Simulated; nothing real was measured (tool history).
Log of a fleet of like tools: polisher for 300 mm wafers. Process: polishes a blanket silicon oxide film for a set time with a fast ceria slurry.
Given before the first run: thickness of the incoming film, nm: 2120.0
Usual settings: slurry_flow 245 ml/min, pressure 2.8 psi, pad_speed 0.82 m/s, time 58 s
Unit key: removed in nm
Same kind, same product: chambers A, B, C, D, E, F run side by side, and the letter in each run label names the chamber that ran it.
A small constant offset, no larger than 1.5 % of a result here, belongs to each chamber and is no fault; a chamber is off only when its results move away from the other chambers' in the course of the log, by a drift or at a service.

run 1B hour=7 | slurry_flow=245 pressure=2.8 pad_speed=0.82 time=58 | removed=679.46
run 2C hour=11 | slurry_flow=245 pressure=2.8 pad_speed=0.82 time=58 | removed=664.1
-- hour=12.3 chamber C: worn pad replaced by a new one
-- hour=19 chamber A: worn pad replaced by a new one
run 3A hour=19.2 | slurry_flow=245 pressure=2.8 pad_speed=0.82 time=58 | removed=694.41
-- hour=22.9 chamber F: slurry nozzle cleaned
-- hour=24.6 chamber D: slurry nozzle cleaned
run 4D hour=25.7 | slurry_flow=245 pressure=2.8 pad_speed=0.82 time=58 | removed=676.02
run 5E hour=32.3 | slurry_flow=245 pressure=2.8 pad_speed=0.82 time=58 | removed=688.84
run 6F hour=37.7 | slurry_flow=245 pressure=2.8 pad_speed=0.96 time=50 | removed=673.94
run 7D hour=43.4 | slurry_flow=245 pressure=2.8 pad_speed=0.96 time=50 | removed=683.06
-- hour=46.7 chamber E: worn pad replaced by a new one
run 8F hour=50.1 | slurry_flow=245 pressure=2.8 pad_speed=0.96 time=50 | removed=679.92
run 9B hour=56.8 | slurry_flow=245 pressure=2.8 pad_speed=0.96 time=50 | removed=673.85
run 10A hour=64.2 | slurry_flow=245 pressure=2.8 pad_speed=0.96 time=50 | removed=708.95
-- hour=64.5 chamber A: head pressure recalibrated
-- hour=65.8 chamber D: worn pad replaced by a new one
run 11E hour=68.8 | slurry_flow=245 pressure=2.8 pad_speed=0.96 time=50 | removed=689.71
run 12C hour=73.6 | slurry_flow=245 pressure=2.8 pad_speed=0.82 time=58 | removed=657.23
run 13C hour=80 | slurry_flow=245 pressure=2.8 pad_speed=0.82 time=58 | removed=659.4
run 14D hour=86.6 | slurry_flow=245 pressure=2.8 pad_speed=0.82 time=58 | removed=677.3
-- hour=90.7 chamber B: worn pad replaced by a new one
run 15A hour=92.6 | slurry_flow=245 pressure=2.8 pad_speed=0.82 time=58 | removed=678.46
run 16F hour=96.5 | slurry_flow=245 pressure=2.8 pad_speed=0.82 time=58 | removed=648.26
run 17E hour=104.9 | slurry_flow=245 pressure=2.8 pad_speed=0.82 time=58 | removed=681.81
-- hour=106.5 chamber C: worn pad replaced by a new one
run 18B hour=110.1 | slurry_flow=245 pressure=2.8 pad_speed=0.82 time=50 | removed=586.2
-- hour=110.9 chamber E: worn pad replaced by a new one
run 19E hour=115.2 | slurry_flow=245 pressure=2.8 pad_speed=0.82 time=50 | removed=594.52
run 20B hour=119.7 | slurry_flow=245 pressure=2.8 pad_speed=0.82 time=50 | removed=578.81
run 21C hour=123.5 | slurry_flow=245 pressure=2.8 pad_speed=0.82 time=50 | removed=582.32
-- hour=127.4 chamber A: worn pad replaced by a new one
run 22A hour=131.5 | slurry_flow=245 pressure=2.8 pad_speed=0.82 time=50 | removed=600.74
run 23D hour=136.7 | slurry_flow=245 pressure=2.8 pad_speed=0.82 time=50 | removed=580.58
run 24F hour=140.6 | slurry_flow=245 pressure=2.8 pad_speed=0.82 time=58 | removed=661.9
run 25A hour=146.8 | slurry_flow=245 pressure=2.8 pad_speed=0.82 time=58 | removed=681.01
run 26D hour=154.4 | slurry_flow=245 pressure=2.8 pad_speed=0.82 time=58 | removed=674.69
run 27C hour=161.8 | slurry_flow=245 pressure=2.8 pad_speed=0.82 time=58 | removed=665.3
-- hour=163.2 chamber D: worn pad replaced by a new one
run 28B hour=168.7 | slurry_flow=245 pressure=2.8 pad_speed=0.82 time=58 | removed=672.36
run 29F hour=174.6 | slurry_flow=245 pressure=2.8 pad_speed=0.82 time=58 | removed=635.7
run 30E hour=180.1 | slurry_flow=245 pressure=2.8 pad_speed=0.82 time=58 | removed=687.01
run 31A hour=184.2 | slurry_flow=245 pressure=2.8 pad_speed=0.82 time=74 | removed=884.62
-- hour=186.7 chamber E: worn pad replaced by a new one
-- hour=188.4 chamber C: worn pad replaced by a new one
run 32B hour=191.9 | slurry_flow=245 pressure=2.8 pad_speed=0.82 time=74 | removed=883.95
-- hour=198 chamber E: head pressure recalibrated
run 33F hour=199.5 | slurry_flow=245 pressure=2.8 pad_speed=0.82 time=74 | removed=796.86
run 34C hour=207.7 | slurry_flow=245 pressure=2.8 pad_speed=0.82 time=74 | removed=871.39
run 35E hour=212.9 | slurry_flow=245 pressure=2.8 pad_speed=0.82 time=74 | removed=868.17
run 36D hour=220 | slurry_flow=245 pressure=2.8 pad_speed=0.82 time=74 | removed=860.08
-- hour=221.2 chamber A: worn pad replaced by a new one
run 37D hour=225.7 | slurry_flow=245 pressure=2.8 pad_speed=0.82 time=58 | removed=670.26
run 38E hour=232.5 | slurry_flow=245 pressure=2.8 pad_speed=0.82 time=43 | removed=504.02
run 39A hour=237.6 | slurry_flow=245 pressure=2.8 pad_speed=0.82 time=43 | removed=511.78
run 40F hour=242.8 | slurry_flow=245 pressure=2.8 pad_speed=0.82 time=43 | removed=457.35

What goes on in this fleet: one chamber off, a drifting gauge, or nothing beyond the chambers' own small offsets? Name the chamber and the cause, if any.

Chamber F drifts away from the others.
What lies behind it: removal rate lost through wear of the pad, % = 7.92.
With only this log, it may be confused with: slurry flow missing at the pad, %; head's pressure below its setpoint, %.

Chamber F could run next with any of the 4 candidate recipes listed below; each alters the usual settings, and their results appear as question marks. Which one brings its results back in line with what the other chambers deliver on the usual settings?
In-line tolerance around the mean of the other chambers on the usual settings: removed 28 nm
run 41F-1 hour=248.8 | slurry_flow=245 pressure=3.1 pad_speed=0.82 time=58 | removed=?
run 41F-2 hour=248.8 | slurry_flow=245 pressure=2.6 pad_speed=0.78 time=55 | removed=?
run 41F-3 hour=248.8 | slurry_flow=245 pressure=2.7 pad_speed=0.8 time=56 | removed=?
run 41F-4 hour=248.8 | slurry_flow=245 pressure=3.3 pad_speed=0.82 time=58 | removed=?

The other chambers' mean on the usual settings: removed 678.1 nm
run=41F-1 removed=691.18
run=41F-2 removed=522.45
run=41F-3 removed=566.73
run=41F-4 removed=735.91
The right change is 41F-1: it brings the chamber back within the allowed miss of the others.
